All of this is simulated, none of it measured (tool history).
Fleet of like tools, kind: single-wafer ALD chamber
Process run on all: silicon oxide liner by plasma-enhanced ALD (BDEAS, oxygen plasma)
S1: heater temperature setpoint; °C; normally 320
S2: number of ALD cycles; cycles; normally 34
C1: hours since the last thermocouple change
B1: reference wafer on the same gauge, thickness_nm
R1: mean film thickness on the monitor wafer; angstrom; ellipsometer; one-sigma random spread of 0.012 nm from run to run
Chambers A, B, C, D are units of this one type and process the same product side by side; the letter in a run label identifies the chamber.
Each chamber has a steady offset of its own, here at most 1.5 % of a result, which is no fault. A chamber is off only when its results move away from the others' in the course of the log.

run   hour   S1  S2      C1      B1      R1
 1C   13.0  320  34    91.5  3.0514  30.808
 2A   21.9  320  34  1143.4  3.0515  30.780
 3B   33.1  320  34   147.0  3.0522  30.483
 4D   39.0  320  34   492.1  3.0490  31.050
 5A   46.8  320  34  1168.3  3.0546  30.775
 6D   57.8  325  40   510.9  3.0492  36.255
 7B   65.7  325  40   179.6  3.0492  35.763
 8C   73.3  325  40   151.8  3.0479  35.655
 9A   86.4  325  40  1207.9  3.0488  35.726
10C   98.4  320  30   176.9  3.0471  27.148
11D  105.1  320  30   558.2  3.0497  27.487
12B  115.8  320  30   229.7  3.0495  26.798
13A  121.7  320  30  1243.2  3.0492  26.940
14C  130.0  310  34   208.5  3.0494  31.355
15D  140.3  310  34   593.4  3.0483  31.452
16B  148.3  310  34   262.2  3.0498  30.819
17D  161.4  310  34   614.5  3.0506  31.440
18B  171.4  320  34   285.3  3.0542  30.394
19A  178.4  320  34  1299.9  3.0525  30.609
20C  186.8  320  34   265.3  3.0514  30.587
21A  199.9  320  34  1321.4  3.0477  30.553
22D  206.2  320  34   659.3  3.0489  31.082
23B  214.1  320  34   328.0  3.0495  30.430
24C  224.1  320  34   302.6  3.0489  30.697
25C  235.0  320  34   313.5  3.0494  30.577
26A  245.0  320  34  1366.5  3.0482  30.596

Next, every chamber runs the same settings. What will each give?
27A  254.4  320  34           ?
27B  254.4  320  34           ?
27C  254.4  320  34           ?
27D  254.4  320  34           ?

run      R1
27A  30.608
27B  30.412
27C  30.788
27D  31.118

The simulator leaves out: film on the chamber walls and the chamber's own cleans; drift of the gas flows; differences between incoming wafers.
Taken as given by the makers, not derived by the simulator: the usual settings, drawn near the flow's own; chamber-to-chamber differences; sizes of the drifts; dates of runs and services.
